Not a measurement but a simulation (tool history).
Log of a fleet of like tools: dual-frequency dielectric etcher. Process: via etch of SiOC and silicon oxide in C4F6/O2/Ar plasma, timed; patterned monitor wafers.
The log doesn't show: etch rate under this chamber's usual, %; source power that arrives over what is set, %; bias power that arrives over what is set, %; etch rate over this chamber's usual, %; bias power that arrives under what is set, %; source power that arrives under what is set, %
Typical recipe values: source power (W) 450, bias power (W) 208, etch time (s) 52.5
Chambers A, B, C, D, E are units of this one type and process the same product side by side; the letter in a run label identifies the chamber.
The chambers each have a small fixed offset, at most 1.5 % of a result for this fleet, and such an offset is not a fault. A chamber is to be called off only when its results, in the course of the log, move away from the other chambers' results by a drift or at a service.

| run | hour | source power (W) | bias power (W) | etch time (s) | hours since the last wet clean | hours since the last source power generator calibration | hours since the last bias power generator calibration | read-back reference wafer on the same gauge, depth_nm | mean etch depth across the wafer (angstrom) |
|---|---|---|---|---|---|---|---|---|---|
| 1D | 7.7 | 450 | 208 | 52.5 | 365.2 | 827.3 | 3151.3 | 62.363 | 655.99 |
| 2A | 17.0 | 450 | 208 | 52.5 | 316.2 | 233.8 | 2083.5 | 62.320 | 643.44 |
| 3E | 28.1 | 450 | 208 | 52.5 | 81.1 | 1233.0 | 1084.6 | 62.332 | 645.08 |
| 4B | 37.8 | 450 | 208 | 52.5 | 72.8 | 991.5 | 1191.7 | 62.265 | 655.50 |
|  | 46.2 | chamber A: bias power generator calibrated |
| 5C | 47.4 | 450 | 208 | 52.5 | 400.1 | 1257.9 | 556.8 | 62.281 | 659.75 |
| 6E | 58.1 | 410 | 208 | 52.5 | 111.1 | 1263.0 | 1114.6 | 62.305 | 625.35 |
| 7A | 64.0 | 410 | 208 | 52.5 | 363.2 | 280.8 | 17.9 | 62.261 | 624.45 |
|  | 68.8 | chamber C: wet clean of the chamber |
| 8C | 73.6 | 410 | 208 | 52.5 | 4.9 | 1284.1 | 583.0 | 62.293 | 633.53 |
| 9B | 82.9 | 410 | 208 | 52.5 | 117.9 | 1036.6 | 1236.8 | 62.298 | 628.16 |
| 10D | 90.0 | 410 | 208 | 52.5 | 447.5 | 909.6 | 3233.6 | 62.269 | 631.38 |
|  | 90.2 | chamber A: wet clean of the chamber |
| 11E | 99.4 | 450 | 208 | 52.5 | 152.4 | 1304.3 | 1155.9 | 62.263 | 643.15 |
| 12A | 105.0 | 450 | 208 | 52.5 | 14.9 | 321.8 | 58.9 | 62.336 | 630.85 |
| 13C | 112.9 | 390 | 208 | 64.5 | 44.2 | 1323.4 | 622.3 | 62.292 | 766.16 |
| 14B | 121.9 | 390 | 208 | 64.5 | 156.9 | 1075.6 | 1275.8 | 62.296 | 755.98 |
| 15D | 127.3 | 390 | 208 | 64.5 | 484.8 | 946.9 | 3270.9 | 62.278 | 760.99 |
| 16C | 132.9 | 390 | 208 | 64.5 | 64.2 | 1343.4 | 642.3 | 62.292 | 762.80 |
| 17E | 142.8 | 390 | 208 | 64.5 | 195.8 | 1347.7 | 1199.3 | 62.294 | 752.06 |
| 18A | 151.9 | 450 | 208 | 52.5 | 61.8 | 368.7 | 105.8 | 62.270 | 630.06 |
|  | 160.3 | chamber D: wet clean of the chamber |
| 19D | 162.5 | 450 | 208 | 52.5 | 2.2 | 982.1 | 3306.1 | 62.306 | 655.12 |
| 20B | 172.2 | 450 | 208 | 52.5 | 207.2 | 1125.9 | 1326.1 | 62.269 | 652.67 |
| 21D | 177.5 | 450 | 208 | 52.5 | 17.2 | 997.1 | 3321.1 | 62.287 | 649.93 |
| 22A | 183.9 | 450 | 208 | 52.5 | 93.8 | 400.7 | 137.8 | 62.301 | 631.46 |
| 23C | 194.2 | 450 | 208 | 52.5 | 125.5 | 1404.7 | 703.6 | 62.266 | 659.75 |
| 24B | 199.5 | 450 | 208 | 47.0 | 234.5 | 1153.2 | 1353.4 | 62.312 | 583.70 |
| 25E | 210.5 | 450 | 208 | 47.0 | 263.5 | 1415.4 | 1267.0 | 62.321 | 579.77 |
| 26E | 220.7 | 450 | 208 | 47.0 | 273.7 | 1425.6 | 1277.2 | 62.240 | 581.06 |
| 27D | 229.2 | 450 | 208 | 47.0 | 68.9 | 1048.8 | 3372.8 | 62.286 | 584.42 |
| 28C | 238.4 | 450 | 208 | 47.0 | 169.7 | 1448.9 | 747.8 | 62.289 | 589.71 |
| 29B | 246.5 | 450 | 208 | 62.0 | 281.5 | 1200.2 | 1400.4 | 62.304 | 770.46 |
| 30A | 252.7 | 450 | 208 | 62.0 | 162.6 | 469.5 | 206.6 | 62.288 | 745.13 |
| 31E | 262.2 | 450 | 208 | 62.0 | 315.2 | 1467.1 | 1318.7 | 62.307 | 765.64 |
| 32A | 273.0 | 450 | 208 | 62.0 | 182.9 | 489.8 | 226.9 | 62.291 | 744.08 |
| 33D | 280.7 | 450 | 208 | 62.0 | 120.4 | 1100.3 | 3424.3 | 62.315 | 772.54 |

Has any chamber moved away from the others, gradually or after a service, or does the common gauge drift, or do the chambers differ only by their own small steady offsets? State the chamber and the most likely cause if one applies.

Chamber A came out of a service off from its peers and stayed that way.
Likeliest cause: etch rate under this chamber's usual, % = 2.11.

Which of the 4 candidates below, each the usual settings with something changed and its results left as question marks, puts chamber A back in line with what the other chambers give on the usual settings?
To be in line, a result may differ from the other chambers' mean on the usual settings by at most: mean etch depth across the wafer (angstrom) 5.60
| 34A-1 | 288.7 | 450 | 208 | 53.5 |  |  |  |  | ? |
| 34A-2 | 288.7 | 450 | 209 | 54.0 |  |  |  |  | ? |
| 34A-3 | 288.7 | 450 | 208 | 51.0 |  |  |  |  | ? |
| 34A-4 | 288.7 | 450 | 208 | 51.5 |  |  |  |  | ? |

Other chambers, usual settings, mean: mean etch depth across the wafer (angstrom) 653.01
| run | mean etch depth across the wafer (angstrom) |
|---|---|
| 34A-1 | 644.15 |
| 34A-2 | 651.18 |
| 34A-3 | 614.05 |
| 34A-4 | 620.07 |
It is 34A-2 that realigns the chamber with its peers.
